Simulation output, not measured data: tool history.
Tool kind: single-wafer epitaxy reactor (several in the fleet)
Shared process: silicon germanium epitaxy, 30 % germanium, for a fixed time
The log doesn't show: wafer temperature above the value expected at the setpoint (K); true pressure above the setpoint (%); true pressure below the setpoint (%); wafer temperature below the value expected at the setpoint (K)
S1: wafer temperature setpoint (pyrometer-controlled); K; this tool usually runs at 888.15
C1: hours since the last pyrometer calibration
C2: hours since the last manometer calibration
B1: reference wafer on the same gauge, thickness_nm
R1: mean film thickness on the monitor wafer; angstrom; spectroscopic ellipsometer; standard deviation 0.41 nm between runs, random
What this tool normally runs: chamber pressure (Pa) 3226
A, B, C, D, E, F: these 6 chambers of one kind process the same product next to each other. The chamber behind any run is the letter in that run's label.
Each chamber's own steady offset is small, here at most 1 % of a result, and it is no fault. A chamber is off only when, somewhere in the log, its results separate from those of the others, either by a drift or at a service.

run 1C hour=5.8 | S1=888.15 chamber_pressure_(Pa)=3226 | C1=206.3 C2=2054.5 | B1=91.467 | R1=837.44
run 2F hour=16.3 | S1=888.15 chamber_pressure_(Pa)=3226 | C1=141.7 C2=28.8 | B1=91.53 | R1=837.94
run 3E hour=22.7 | S1=888.15 chamber_pressure_(Pa)=3226 | C1=26.6 C2=537.8 | B1=91.505 | R1=842.22
run 4D hour=35.6 | S1=888.15 chamber_pressure_(Pa)=3226 | C1=1080.7 C2=742.4 | B1=91.615 | R1=836.91
run 5A hour=48.4 | S1=888.15 chamber_pressure_(Pa)=3226 | C1=1843.4 C2=1131.8 | B1=91.58 | R1=837.4
-- hour=52.3 chamber D: pyrometer calibrated
run 6B hour=55.2 | S1=888.15 chamber_pressure_(Pa)=3226 | C1=1170.4 C2=1158 | B1=91.599 | R1=839.34
run 7C hour=67.8 | S1=888.15 chamber_pressure_(Pa)=3226 | C1=268.3 C2=2116.5 | B1=91.418 | R1=840.34
run 8F hour=79.1 | S1=893.15 chamber_pressure_(Pa)=2466 | C1=204.5 C2=91.6 | B1=91.494 | R1=812.8
run 9D hour=90.7 | S1=893.15 chamber_pressure_(Pa)=2466 | C1=38.4 C2=797.5 | B1=91.466 | R1=819.72
run 10A hour=100 | S1=893.15 chamber_pressure_(Pa)=2466 | C1=1895 C2=1183.4 | B1=91.608 | R1=824.34
run 11E hour=111.6 | S1=893.15 chamber_pressure_(Pa)=2466 | C1=115.5 C2=626.7 | B1=91.488 | R1=819.69
run 12B hour=120.5 | S1=893.15 chamber_pressure_(Pa)=2466 | C1=1235.7 C2=1223.3 | B1=91.393 | R1=814.96
run 13A hour=129.5 | S1=893.15 chamber_pressure_(Pa)=2466 | C1=1924.5 C2=1212.9 | B1=91.494 | R1=818.95
run 14F hour=135.6 | S1=888.15 chamber_pressure_(Pa)=3226 | C1=261 C2=148.1 | B1=91.553 | R1=830.93
run 15B hour=143.7 | S1=888.15 chamber_pressure_(Pa)=3226 | C1=1258.9 C2=1246.5 | B1=91.441 | R1=830.34
run 16D hour=155.3 | S1=888.15 chamber_pressure_(Pa)=3226 | C1=103 C2=862.1 | B1=91.343 | R1=833.84
run 17E hour=165.1 | S1=888.15 chamber_pressure_(Pa)=3226 | C1=169 C2=680.2 | B1=91.519 | R1=828.22
run 18C hour=172.8 | S1=875.15 chamber_pressure_(Pa)=3226 | C1=373.3 C2=2221.5 | B1=91.54 | R1=663.05
run 19B hour=180.7 | S1=875.15 chamber_pressure_(Pa)=3226 | C1=1295.9 C2=1283.5 | B1=91.374 | R1=670.28
run 20F hour=188.8 | S1=875.15 chamber_pressure_(Pa)=3226 | C1=314.2 C2=201.3 | B1=91.531 | R1=655
run 21D hour=200.7 | S1=875.15 chamber_pressure_(Pa)=3226 | C1=148.4 C2=907.5 | B1=91.527 | R1=666.03
run 22E hour=209.5 | S1=875.15 chamber_pressure_(Pa)=3226 | C1=213.4 C2=724.6 | B1=91.451 | R1=659.77
run 23C hour=219.6 | S1=875.15 chamber_pressure_(Pa)=3226 | C1=420.1 C2=2268.3 | B1=91.548 | R1=667.81
run 24A hour=226.8 | S1=888.15 chamber_pressure_(Pa)=3226 | C1=2021.8 C2=1310.2 | B1=91.528 | R1=834.83
run 25F hour=235.8 | S1=888.15 chamber_pressure_(Pa)=3226 | C1=361.2 C2=248.3 | B1=91.422 | R1=829.82
run 26D hour=248.1 | S1=888.15 chamber_pressure_(Pa)=3226 | C1=195.8 C2=954.9 | B1=91.383 | R1=844.03
run 27A hour=255.3 | S1=888.15 chamber_pressure_(Pa)=3226 | C1=2050.3 C2=1338.7 | B1=91.444 | R1=843.54
run 28E hour=262.4 | S1=888.15 chamber_pressure_(Pa)=3866 | C1=266.3 C2=777.5 | B1=91.509 | R1=897.74
run 29C hour=273.8 | S1=888.15 chamber_pressure_(Pa)=3866 | C1=474.3 C2=2322.5 | B1=91.594 | R1=899.44
run 30B hour=284.1 | S1=888.15 chamber_pressure_(Pa)=3866 | C1=1399.3 C2=1386.9 | B1=91.508 | R1=893.12
run 31E hour=295.7 | S1=888.15 chamber_pressure_(Pa)=3866 | C1=299.6 C2=810.8 | B1=91.57 | R1=898.9
run 32B hour=308.1 | S1=888.15 chamber_pressure_(Pa)=3866 | C1=1423.3 C2=1410.9 | B1=91.406 | R1=901.14
run 33A hour=317.3 | S1=888.15 chamber_pressure_(Pa)=3866 | C1=2112.3 C2=1400.7 | B1=91.53 | R1=910.48
run 34F hour=328.8 | S1=888.15 chamber_pressure_(Pa)=3226 | C1=454.2 C2=341.3 | B1=91.458 | R1=837.14
run 35C hour=337.1 | S1=888.15 chamber_pressure_(Pa)=3226 | C1=537.6 C2=2385.8 | B1=91.578 | R1=841.95
run 36D hour=349.8 | S1=888.15 chamber_pressure_(Pa)=3226 | C1=297.5 C2=1056.6 | B1=91.488 | R1=842.97
run 37B hour=360.6 | S1=888.15 chamber_pressure_(Pa)=3226 | C1=1475.8 C2=1463.4 | B1=91.433 | R1=832.11

Predict what each chamber gives when all 6 of them run the settings below next.
run 38A hour=370 | S1=888.15 chamber_pressure_(Pa)=3226 | R1=?
run 38B hour=370 | S1=888.15 chamber_pressure_(Pa)=3226 | R1=?
run 38C hour=370 | S1=888.15 chamber_pressure_(Pa)=3226 | R1=?
run 38D hour=370 | S1=888.15 chamber_pressure_(Pa)=3226 | R1=?
run 38E hour=370 | S1=888.15 chamber_pressure_(Pa)=3226 | R1=?
run 38F hour=370 | S1=888.15 chamber_pressure_(Pa)=3226 | R1=?

run=38A R1=849.55
run=38B R1=835.9
run=38C R1=838.07
run=38D R1=837.9
run=38E R1=839.64
run=38F R1=835.24
